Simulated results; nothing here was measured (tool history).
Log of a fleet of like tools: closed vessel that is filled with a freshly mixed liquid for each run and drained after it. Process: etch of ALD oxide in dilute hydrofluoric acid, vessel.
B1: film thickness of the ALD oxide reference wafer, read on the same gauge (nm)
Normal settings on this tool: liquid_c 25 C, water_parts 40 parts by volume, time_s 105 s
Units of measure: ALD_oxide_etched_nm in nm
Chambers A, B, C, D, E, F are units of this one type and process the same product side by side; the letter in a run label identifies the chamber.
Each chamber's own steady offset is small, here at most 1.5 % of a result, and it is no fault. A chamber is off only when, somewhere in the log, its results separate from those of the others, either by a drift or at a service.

{"run": "1B", "hour": 12.7, "liquid_c": 25, "water_parts": 40, "time_s": 105, "B1": 149.99, "ALD_oxide_etched_nm": 30.079}
{"hour": 16.0, "done": "chamber A: thermometer replaced"}
{"run": "2A", "hour": 26.8, "liquid_c": 25, "water_parts": 40, "time_s": 105, "B1": 150.0, "ALD_oxide_etched_nm": 29.008}
{"run": "3F", "hour": 37.9, "liquid_c": 25, "water_parts": 40, "time_s": 105, "B1": 149.97, "ALD_oxide_etched_nm": 29.949}
{"run": "4C", "hour": 44.8, "liquid_c": 25, "water_parts": 40, "time_s": 105, "B1": 150.0, "ALD_oxide_etched_nm": 29.469}
{"run": "5D", "hour": 56.4, "liquid_c": 25, "water_parts": 40, "time_s": 105, "B1": 150.0, "ALD_oxide_etched_nm": 29.691}
{"run": "6E", "hour": 63.8, "liquid_c": 21, "water_parts": 25, "time_s": 105, "B1": 150.0, "ALD_oxide_etched_nm": 40.231}
{"run": "7B", "hour": 77.3, "liquid_c": 21, "water_parts": 25, "time_s": 105, "B1": 149.99, "ALD_oxide_etched_nm": 41.135}
{"run": "8F", "hour": 92.0, "liquid_c": 21, "water_parts": 25, "time_s": 105, "B1": 150.05, "ALD_oxide_etched_nm": 40.838}
{"hour": 98.7, "done": "chamber B: hydrofluoric acid flow meter replaced"}
{"run": "9A", "hour": 105.9, "liquid_c": 21, "water_parts": 25, "time_s": 105, "B1": 150.02, "ALD_oxide_etched_nm": 41.315}
{"run": "10C", "hour": 115.3, "liquid_c": 21, "water_parts": 25, "time_s": 105, "B1": 150.01, "ALD_oxide_etched_nm": 41.061}
{"run": "11E", "hour": 124.4, "liquid_c": 21, "water_parts": 25, "time_s": 105, "B1": 150.0, "ALD_oxide_etched_nm": 40.855}
{"run": "12D", "hour": 134.5, "liquid_c": 25, "water_parts": 40, "time_s": 105, "B1": 150.0, "ALD_oxide_etched_nm": 29.4}
{"run": "13F", "hour": 142.8, "liquid_c": 25, "water_parts": 40, "time_s": 105, "B1": 150.01, "ALD_oxide_etched_nm": 28.871}
{"run": "14E", "hour": 151.1, "liquid_c": 25, "water_parts": 40, "time_s": 105, "B1": 149.99, "ALD_oxide_etched_nm": 29.603}
{"run": "15C", "hour": 159.1, "liquid_c": 25, "water_parts": 40, "time_s": 105, "B1": 149.99, "ALD_oxide_etched_nm": 29.818}
{"run": "16D", "hour": 173.0, "liquid_c": 25, "water_parts": 40, "time_s": 105, "B1": 150.0, "ALD_oxide_etched_nm": 30.088}
{"run": "17B", "hour": 187.6, "liquid_c": 25, "water_parts": 40, "time_s": 45, "B1": 149.99, "ALD_oxide_etched_nm": 12.858}
{"run": "18A", "hour": 194.3, "liquid_c": 25, "water_parts": 40, "time_s": 45, "B1": 150.01, "ALD_oxide_etched_nm": 12.496}
{"run": "19B", "hour": 201.9, "liquid_c": 25, "water_parts": 40, "time_s": 45, "B1": 149.99, "ALD_oxide_etched_nm": 12.823}
{"run": "20C", "hour": 212.1, "liquid_c": 25, "water_parts": 40, "time_s": 45, "B1": 150.03, "ALD_oxide_etched_nm": 12.765}
{"run": "21D", "hour": 221.0, "liquid_c": 25, "water_parts": 40, "time_s": 45, "B1": 150.0, "ALD_oxide_etched_nm": 12.612}
{"run": "22A", "hour": 234.7, "liquid_c": 25, "water_parts": 40, "time_s": 45, "B1": 150.02, "ALD_oxide_etched_nm": 12.54}
{"run": "23F", "hour": 247.7, "liquid_c": 25, "water_parts": 40, "time_s": 105, "B1": 150.02, "ALD_oxide_etched_nm": 28.408}
{"run": "24E", "hour": 261.7, "liquid_c": 25, "water_parts": 40, "time_s": 105, "B1": 150.05, "ALD_oxide_etched_nm": 29.996}
{"run": "25D", "hour": 274.3, "liquid_c": 25, "water_parts": 40, "time_s": 105, "B1": 150.05, "ALD_oxide_etched_nm": 29.639}
{"run": "26C", "hour": 283.7, "liquid_c": 25, "water_parts": 40, "time_s": 105, "B1": 149.99, "ALD_oxide_etched_nm": 29.47}
{"run": "27B", "hour": 295.9, "liquid_c": 25, "water_parts": 40, "time_s": 105, "B1": 149.99, "ALD_oxide_etched_nm": 29.667}
{"run": "28E", "hour": 307.7, "liquid_c": 25, "water_parts": 40, "time_s": 105, "B1": 150.02, "ALD_oxide_etched_nm": 29.297}
{"run": "29F", "hour": 321.4, "liquid_c": 25, "water_parts": 40, "time_s": 105, "B1": 149.97, "ALD_oxide_etched_nm": 27.07}
{"run": "30A", "hour": 330.7, "liquid_c": 25, "water_parts": 40, "time_s": 105, "B1": 149.96, "ALD_oxide_etched_nm": 29.434}
{"run": "31C", "hour": 339.2, "liquid_c": 25, "water_parts": 40, "time_s": 105, "B1": 150.0, "ALD_oxide_etched_nm": 29.222}
{"run": "32F", "hour": 351.2, "liquid_c": 21, "water_parts": 40, "time_s": 140, "B1": 150.0, "ALD_oxide_etched_nm": 31.376}
{"run": "33D", "hour": 361.9, "liquid_c": 21, "water_parts": 40, "time_s": 140, "B1": 149.98, "ALD_oxide_etched_nm": 33.202}
{"run": "34A", "hour": 375.8, "liquid_c": 21, "water_parts": 40, "time_s": 140, "B1": 149.98, "ALD_oxide_etched_nm": 33.177}
{"run": "35E", "hour": 383.8, "liquid_c": 21, "water_parts": 40, "time_s": 140, "B1": 150.0, "ALD_oxide_etched_nm": 33.766}
{"run": "36B", "hour": 394.8, "liquid_c": 21, "water_parts": 40, "time_s": 140, "B1": 149.98, "ALD_oxide_etched_nm": 33.739}
{"run": "37D", "hour": 408.4, "liquid_c": 21, "water_parts": 40, "time_s": 140, "B1": 149.96, "ALD_oxide_etched_nm": 33.811}
{"run": "38F", "hour": 417.1, "liquid_c": 25, "water_parts": 20, "time_s": 145, "B1": 149.97, "ALD_oxide_etched_nm": 76.403}
{"run": "39E", "hour": 431.0, "liquid_c": 25, "water_parts": 20, "time_s": 145, "B1": 150.0, "ALD_oxide_etched_nm": 84.433}

All chambers now run identical settings, listed one chamber a line with results as question marks. What results will each chamber show?
{"run": "40A", "hour": 441.8, "liquid_c": 25, "water_parts": 40, "time_s": 105, "ALD_oxide_etched_nm": "?"}
{"run": "40B", "hour": 441.8, "liquid_c": 25, "water_parts": 40, "time_s": 105, "ALD_oxide_etched_nm": "?"}
{"run": "40C", "hour": 441.8, "liquid_c": 25, "water_parts": 40, "time_s": 105, "ALD_oxide_etched_nm": "?"}
{"run": "40D", "hour": 441.8, "liquid_c": 25, "water_parts": 40, "time_s": 105, "ALD_oxide_etched_nm": "?"}
{"run": "40E", "hour": 441.8, "liquid_c": 25, "water_parts": 40, "time_s": 105, "ALD_oxide_etched_nm": "?"}
{"run": "40F", "hour": 441.8, "liquid_c": 25, "water_parts": 40, "time_s": 105, "ALD_oxide_etched_nm": "?"}

run=40A ALD_oxide_etched_nm=28.994
run=40B ALD_oxide_etched_nm=29.996
run=40C ALD_oxide_etched_nm=29.767
run=40D ALD_oxide_etched_nm=29.628
run=40E ALD_oxide_etched_nm=29.943
run=40F ALD_oxide_etched_nm=26.737
